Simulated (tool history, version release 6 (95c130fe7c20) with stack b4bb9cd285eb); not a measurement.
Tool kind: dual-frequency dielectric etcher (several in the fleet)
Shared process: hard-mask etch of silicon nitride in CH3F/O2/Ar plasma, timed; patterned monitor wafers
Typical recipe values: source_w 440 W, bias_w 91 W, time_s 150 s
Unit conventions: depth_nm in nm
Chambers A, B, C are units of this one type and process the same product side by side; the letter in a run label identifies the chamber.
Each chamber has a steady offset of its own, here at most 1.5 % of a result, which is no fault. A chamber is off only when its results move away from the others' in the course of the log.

run	hour	source_w	bias_w	time_s	hours since the last wet clean	hours since the last source power generator calibration	hours since the last bias power generator calibration	read-back reference wafer on the same gauge, depth_nm	depth_nm
1C	9.3	440	91	150	422.8	1139.5	1190.0	118.95	118.18
2B	16.3	440	91	150	234.4	2509.2	31.3	118.93	117.42
3A	24.4	440	91	150	390.0	2551.7	2427.3	118.91	116.45
# hour 29.6: chamber A: wet clean of the chamber
4B	29.8	440	91	150	247.9	2522.7	44.8	118.87	117.62
5A	36.1	440	91	150	6.5	2563.4	2439.0	118.86	116.88
6C	43.5	440	91	150	457.0	1173.7	1224.2	118.84	117.42
7A	47.8	440	91	150	18.2	2575.1	2450.7	118.82	116.39
8B	52.9	440	107	150	271.0	2545.8	67.9	118.81	124.33
9C	60.3	440	107	150	473.8	1190.5	1241.0	118.75	125.21
10C	69.8	440	107	150	483.3	1200.0	1250.5	118.71	125.26
11A	74.5	440	91	150	44.9	2601.8	2477.4	118.70	116.53
12B	80.0	440	91	150	298.1	2572.9	95.0	118.72	117.33
13A	88.8	440	91	150	59.2	2616.1	2491.7	118.71	116.51
14B	95.5	440	91	150	313.6	2588.4	110.5	118.62	117.61
15C	103.2	440	91	150	516.7	1233.4	1283.9	118.62	117.38
16A	111.3	440	91	150	81.7	2638.6	2514.2	118.62	116.02
# hour 117.5: chamber C: wet clean of the chamber
17B	120.8	440	91	150	338.9	2613.7	135.8	118.55	117.00
18C	130.2	440	91	150	12.7	1260.4	1310.9	118.55	117.15
19A	139.7	440	91	150	110.1	2667.0	2542.6	118.45	116.33
20C	145.7	470	76	150	28.2	1275.9	1326.4	118.41	113.44
21B	154.4	470	76	150	372.5	2647.3	169.4	118.44	112.78
22A	161.7	470	76	150	132.1	2689.0	2564.6	118.42	111.86
23B	168.1	440	91	150	386.2	2661.0	183.1	118.39	116.97
24C	175.3	440	91	150	57.8	1305.5	1356.0	118.38	117.38
25C	182.7	440	91	150	65.2	1312.9	1363.4	118.37	117.38
26A	191.3	440	91	150	161.7	2718.6	2594.2	118.32	115.86
27B	196.3	440	91	150	414.4	2689.2	211.3	118.25	116.68
28A	205.8	440	91	150	176.2	2733.1	2608.7	118.33	115.78
29C	212.1	440	91	150	94.6	1342.3	1392.8	118.21	117.51
30B	216.8	440	91	150	434.9	2709.7	231.8	118.25	117.11
31B	225.3	440	91	150	443.4	2718.2	240.3	118.16	116.89

All chambers now run identical settings, listed one chamber a line with results as question marks. What results will each chamber show?
32A	232.4	440	91	150					?
32B	232.4	440	91	150					?
32C	232.4	440	91	150					?

run	depth_nm
32A	115.99
32B	116.85
32C	117.24
